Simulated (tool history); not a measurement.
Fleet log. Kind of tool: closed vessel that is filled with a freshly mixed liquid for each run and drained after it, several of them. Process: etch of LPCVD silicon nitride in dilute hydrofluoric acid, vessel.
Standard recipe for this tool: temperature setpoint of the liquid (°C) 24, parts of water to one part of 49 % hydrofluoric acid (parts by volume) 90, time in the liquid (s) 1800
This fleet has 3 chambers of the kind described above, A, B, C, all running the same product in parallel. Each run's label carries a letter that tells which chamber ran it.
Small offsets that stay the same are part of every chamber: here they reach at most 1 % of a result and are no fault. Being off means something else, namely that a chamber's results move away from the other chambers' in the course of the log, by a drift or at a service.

run,day,temperature setpoint of the liquid (°C),parts of water to one part of 49 % hydrofluoric acid (parts by volume),time in the liquid (s),"read-back film thickness of the LPCVD silicon nitride reference wafer, read on the same gauge (nm)",thickness taken off the LPCVD silicon nitride on a monitor wafer (angstrom)
1B,0.258,24,90,1800,89.993,90.398
2C,0.471,24,90,1800,90.015,90.456
3A,0.754,24,90,1800,89.985,89.661
4A,1,24,90,1800,89.986,89.876
5B,1.379,26,90,2580,89.952,147.39
6C,1.762,26,90,2580,90.006,147.53
7A,1.958,26,90,2580,89.944,145.08
8C,2.192,24,90,1800,90.01,90.758
9B,2.454,24,90,1800,89.97,90.851
10B,2.85,24,90,1800,90.056,90.537
11A,3.079,19.5,90,2555,90.025,95.722
12C,3.458,19.5,90,2555,89.98,95.253
13A,3.808,19.5,90,2555,90.017,96.083
14B,4.208,27.5,90,1800,90.004,114.88
# day 4.346: chamber B: thermometer replaced
15C,4.592,27.5,90,1800,89.989,112.74
16B,4.992,27.5,90,1800,90.007,115.22
17C,5.333,24,90,1800,89.979,90.353
18A,5.575,24,90,1800,90.01,92.548
19C,5.917,24,90,1800,90.008,91.53
20A,6.242,24,90,1800,90.002,92.549
21B,6.433,24,90,2285,90.027,115.76
22B,6.85,24,90,2285,90.017,116.42
23A,7.162,24,90,2285,90.022,117.28
24C,7.408,24,90,1800,90.013,89.478
25B,7.612,24,90,1800,89.953,91.405
26C,7.954,24,90,1800,90.011,90.99
27A,8.342,24,90,1800,90.012,93.762

Each of the 3 chambers runs these same settings next. Fill in every chamber's results:
28A,8.638,19.5,90,1800,,?
28B,8.638,19.5,90,1800,,?
28C,8.638,19.5,90,1800,,?

run,thickness taken off the LPCVD silicon nitride on a monitor wafer (angstrom)
28A,71.151
28B,66.506
28C,67.096
